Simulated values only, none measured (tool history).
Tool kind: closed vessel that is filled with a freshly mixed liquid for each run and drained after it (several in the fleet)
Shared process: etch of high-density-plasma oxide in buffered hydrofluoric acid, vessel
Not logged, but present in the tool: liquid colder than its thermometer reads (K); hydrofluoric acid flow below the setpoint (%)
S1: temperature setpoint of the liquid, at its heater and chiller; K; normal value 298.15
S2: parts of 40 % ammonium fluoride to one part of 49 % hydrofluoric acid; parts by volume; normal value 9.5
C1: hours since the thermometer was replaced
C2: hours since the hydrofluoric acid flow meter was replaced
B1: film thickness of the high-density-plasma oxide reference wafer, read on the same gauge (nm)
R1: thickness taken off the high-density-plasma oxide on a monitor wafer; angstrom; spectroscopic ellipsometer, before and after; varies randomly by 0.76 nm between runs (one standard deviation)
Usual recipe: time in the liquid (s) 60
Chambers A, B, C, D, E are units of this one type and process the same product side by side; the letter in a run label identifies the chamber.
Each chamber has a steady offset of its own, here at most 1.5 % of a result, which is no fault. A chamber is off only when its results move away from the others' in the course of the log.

run 1E hour=2.6 | S1=298.15 S2=9.5 time_in_the_liquid_(s)=60 | C1=365.4 C2=611.9 | B1=140.00 | R1=1079.30
run 2B hour=7.8 | S1=298.15 S2=9.5 time_in_the_liquid_(s)=60 | C1=563.4 C2=297.5 | B1=139.99 | R1=1082.50
run 3A hour=11.8 | S1=298.15 S2=9.5 time_in_the_liquid_(s)=60 | C1=2487.0 C2=628.6 | B1=139.96 | R1=1075.10
run 4D hour=16.2 | S1=298.15 S2=9.5 time_in_the_liquid_(s)=60 | C1=481.1 C2=374.7 | B1=139.97 | R1=1088.20
run 5C hour=21.5 | S1=298.15 S2=9.5 time_in_the_liquid_(s)=60 | C1=958.4 C2=864.1 | B1=140.00 | R1=1084.40
run 6D hour=24.1 | S1=298.15 S2=9.5 time_in_the_liquid_(s)=60 | C1=489.0 C2=382.6 | B1=140.03 | R1=1079.90
-- hour=25.7 chamber A: thermometer replaced
run 7A hour=28.7 | S1=298.15 S2=9.5 time_in_the_liquid_(s)=60 | C1=3.1 C2=645.5 | B1=140.05 | R1=1072.20
run 8C hour=32.2 | S1=298.15 S2=11.0 time_in_the_liquid_(s)=60 | C1=969.1 C2=874.8 | B1=139.99 | R1=967.82
run 9E hour=37.5 | S1=298.15 S2=11.0 time_in_the_liquid_(s)=60 | C1=400.3 C2=646.8 | B1=139.98 | R1=956.13
run 10B hour=40.8 | S1=298.15 S2=11.0 time_in_the_liquid_(s)=60 | C1=596.4 C2=330.5 | B1=139.99 | R1=944.52
run 11B hour=45.7 | S1=298.15 S2=11.0 time_in_the_liquid_(s)=60 | C1=601.3 C2=335.4 | B1=140.01 | R1=937.64
run 12D hour=50.6 | S1=298.15 S2=11.0 time_in_the_liquid_(s)=60 | C1=515.5 C2=409.1 | B1=139.99 | R1=949.23
run 13A hour=54.3 | S1=298.15 S2=9.5 time_in_the_liquid_(s)=60 | C1=28.7 C2=671.1 | B1=140.01 | R1=1090.90
run 14C hour=57.6 | S1=301.65 S2=9.5 time_in_the_liquid_(s)=60 | C1=994.5 C2=900.2 | B1=140.00 | R1=1291.90
-- hour=61.4 chamber B: thermometer replaced
run 15E hour=62.1 | S1=301.65 S2=9.5 time_in_the_liquid_(s)=60 | C1=424.9 C2=671.4 | B1=140.00 | R1=1297.40
run 16C hour=65.6 | S1=301.65 S2=9.5 time_in_the_liquid_(s)=60 | C1=1002.5 C2=908.2 | B1=140.02 | R1=1304.00
run 17E hour=69.3 | S1=301.65 S2=9.5 time_in_the_liquid_(s)=60 | C1=432.1 C2=678.6 | B1=140.03 | R1=1280.50
run 18B hour=72.3 | S1=301.65 S2=9.5 time_in_the_liquid_(s)=60 | C1=10.9 C2=362.0 | B1=139.98 | R1=1284.50
run 19A hour=77.0 | S1=298.15 S2=9.5 time_in_the_liquid_(s)=60 | C1=51.4 C2=693.8 | B1=139.98 | R1=1066.60
run 20D hour=81.9 | S1=298.15 S2=9.5 time_in_the_liquid_(s)=60 | C1=546.8 C2=440.4 | B1=139.97 | R1=1082.50
run 21C hour=84.9 | S1=298.15 S2=9.5 time_in_the_liquid_(s)=60 | C1=1021.8 C2=927.5 | B1=140.02 | R1=1096.90
run 22E hour=88.2 | S1=298.15 S2=9.5 time_in_the_liquid_(s)=60 | C1=451.0 C2=697.5 | B1=140.00 | R1=1068.00
run 23D hour=92.4 | S1=298.15 S2=9.5 time_in_the_liquid_(s)=60 | C1=557.3 C2=450.9 | B1=140.02 | R1=1103.00
run 24B hour=96.1 | S1=298.15 S2=12.0 time_in_the_liquid_(s)=60 | C1=34.7 C2=385.8 | B1=140.00 | R1=857.93
run 25A hour=101.5 | S1=298.15 S2=12.0 time_in_the_liquid_(s)=60 | C1=75.9 C2=718.3 | B1=140.00 | R1=877.65
run 26B hour=106.2 | S1=298.15 S2=12.0 time_in_the_liquid_(s)=60 | C1=44.8 C2=395.9 | B1=139.99 | R1=830.15
run 27D hour=111.5 | S1=298.15 S2=12.0 time_in_the_liquid_(s)=60 | C1=576.4 C2=470.0 | B1=139.99 | R1=885.07
run 28A hour=114.0 | S1=298.15 S2=12.0 time_in_the_liquid_(s)=60 | C1=88.4 C2=730.8 | B1=139.99 | R1=870.44
run 29C hour=118.3 | S1=298.15 S2=9.5 time_in_the_liquid_(s)=60 | C1=1055.2 C2=960.9 | B1=140.00 | R1=1085.70
run 30E hour=123.7 | S1=298.15 S2=9.5 time_in_the_liquid_(s)=60 | C1=486.5 C2=733.0 | B1=140.01 | R1=1084.20
run 31C hour=128.5 | S1=294.65 S2=11.0 time_in_the_liquid_(s)=60 | C1=1065.4 C2=971.1 | B1=140.01 | R1=803.99
run 32B hour=131.4 | S1=294.65 S2=11.0 time_in_the_liquid_(s)=60 | C1=70.0 C2=421.1 | B1=140.01 | R1=749.09
run 33D hour=134.3 | S1=294.65 S2=11.0 time_in_the_liquid_(s)=60 | C1=599.2 C2=492.8 | B1=140.00 | R1=790.78
run 34A hour=138.2 | S1=294.65 S2=11.0 time_in_the_liquid_(s)=60 | C1=112.6 C2=755.0 | B1=140.02 | R1=789.35
run 35E hour=142.3 | S1=294.65 S2=11.0 time_in_the_liquid_(s)=60 | C1=505.1 C2=751.6 | B1=140.02 | R1=794.29
run 36D hour=146.3 | S1=298.15 S2=9.5 time_in_the_liquid_(s)=60 | C1=611.2 C2=504.8 | B1=139.97 | R1=1094.80
run 37E hour=150.0 | S1=298.15 S2=9.5 time_in_the_liquid_(s)=60 | C1=512.8 C2=759.3 | B1=139.98 | R1=1081.00
run 38A hour=154.6 | S1=298.15 S2=9.5 time_in_the_liquid_(s)=60 | C1=129.0 C2=771.4 | B1=140.01 | R1=1065.50

Each of the 5 chambers runs these same settings next. Fill in every chamber's results:
run 39A hour=158.5 | S1=300.65 S2=9.5 time_in_the_liquid_(s)=60 | R1=?
run 39B hour=158.5 | S1=300.65 S2=9.5 time_in_the_liquid_(s)=60 | R1=?
run 39C hour=158.5 | S1=300.65 S2=9.5 time_in_the_liquid_(s)=60 | R1=?
run 39D hour=158.5 | S1=300.65 S2=9.5 time_in_the_liquid_(s)=60 | R1=?
run 39E hour=158.5 | S1=300.65 S2=9.5 time_in_the_liquid_(s)=60 | R1=?

run=39A R1=1218.00
run=39B R1=1185.60
run=39C R1=1237.80
run=39D R1=1261.80
run=39E R1=1238.80
